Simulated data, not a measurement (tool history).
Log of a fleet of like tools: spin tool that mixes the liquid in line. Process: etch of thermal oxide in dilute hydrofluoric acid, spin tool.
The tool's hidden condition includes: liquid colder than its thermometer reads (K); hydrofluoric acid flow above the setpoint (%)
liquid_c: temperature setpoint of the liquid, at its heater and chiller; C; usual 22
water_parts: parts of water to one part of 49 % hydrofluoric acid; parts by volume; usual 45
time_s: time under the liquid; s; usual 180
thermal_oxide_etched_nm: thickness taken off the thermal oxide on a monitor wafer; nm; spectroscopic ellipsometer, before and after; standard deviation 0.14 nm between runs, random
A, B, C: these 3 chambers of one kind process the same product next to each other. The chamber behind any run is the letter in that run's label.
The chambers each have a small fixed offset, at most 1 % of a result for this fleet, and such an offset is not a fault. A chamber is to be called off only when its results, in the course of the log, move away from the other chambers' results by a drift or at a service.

run	hour	liquid_c	water_parts	time_s	hours since the thermometer was replaced	hours since the hydrofluoric acid flow meter was replaced	read-back film thickness of the thermal oxide reference wafer, read on the same gauge (nm)	thermal_oxide_etched_nm
1C	3.7	22	45	180	995.5	382.3	119.98	18.695
2B	9.5	22	45	180	195.1	997.1	120.01	18.763
3A	12.3	22	45	180	414.1	699.6	120.04	18.809
4C	14.9	22	45	180	1006.7	393.5	120	18.677
5B	19.3	22	45	180	204.9	1006.9	119.98	18.947
6A	23.4	22	45	180	425.2	710.7	120.01	18.945
7A	27.5	22	45	180	429.3	714.8	120.02	18.661
8C	31.1	22	45	180	1022.9	409.7	119.98	18.53
9B	35	22	35	255	220.6	1022.6	120	34.376
10A	41.1	22	35	255	442.9	728.4	120.04	35.158
11C	45.2	22	35	255	1037	423.8	120.03	34.851
12B	48.7	22	45	180	234.3	1036.3	119.97	19.098
13C	51.4	22	45	180	1043.2	430	119.98	18.632
14A	56.1	22	45	180	457.9	743.4	119.99	18.928
15B	61.1	22	45	180	246.7	1048.7	119.99	18.818
16C	66.9	22	45	180	1058.7	445.5	119.98	18.986
17A	71.9	22	45	180	473.7	759.2	120	18.75
18B	74.8	22	45	180	260.4	1062.4	120.05	18.927
19B	80.2	22	45	180	265.8	1067.8	120.02	18.874
20A	83.3	22	45	180	485.1	770.6	120	18.453
21C	86.8	22	45	180	1078.6	465.4	119.96	18.677
22B	90	22	45	180	275.6	1077.6	120.01	18.925
23C	92.8	22	45	180	1084.6	471.4	120.04	18.812
# hour 92.9: chamber B: hydrofluoric acid flow meter replaced
24A	96.9	22	45	180	498.7	784.2	120.01	18.309
25C	100.9	22	45	180	1092.7	479.5	120.02	18.644
26A	105.7	22	45	180	507.5	793	120.05	18.022
27B	110.7	22	45	180	296.3	17.9	120.03	18.657
28C	114.8	22	45	180	1106.6	493.4	120.01	18.791
29A	119.9	22	45	180	521.7	807.2	120	18.128
30B	124.8	22	45	180	310.4	32	120.02	18.847
31A	130.2	22	45	180	532	817.5	120.02	17.911
32C	134.5	25	45	180	1126.3	513.1	120	21.012

Predict what each chamber gives when all 3 of them run the settings below next.
33A	138.8	26.5	45	180				?
33B	138.8	26.5	45	180				?
33C	138.8	26.5	45	180				?

run	thermal_oxide_etched_nm
33A	21.608
33B	22.547
33C	22.394

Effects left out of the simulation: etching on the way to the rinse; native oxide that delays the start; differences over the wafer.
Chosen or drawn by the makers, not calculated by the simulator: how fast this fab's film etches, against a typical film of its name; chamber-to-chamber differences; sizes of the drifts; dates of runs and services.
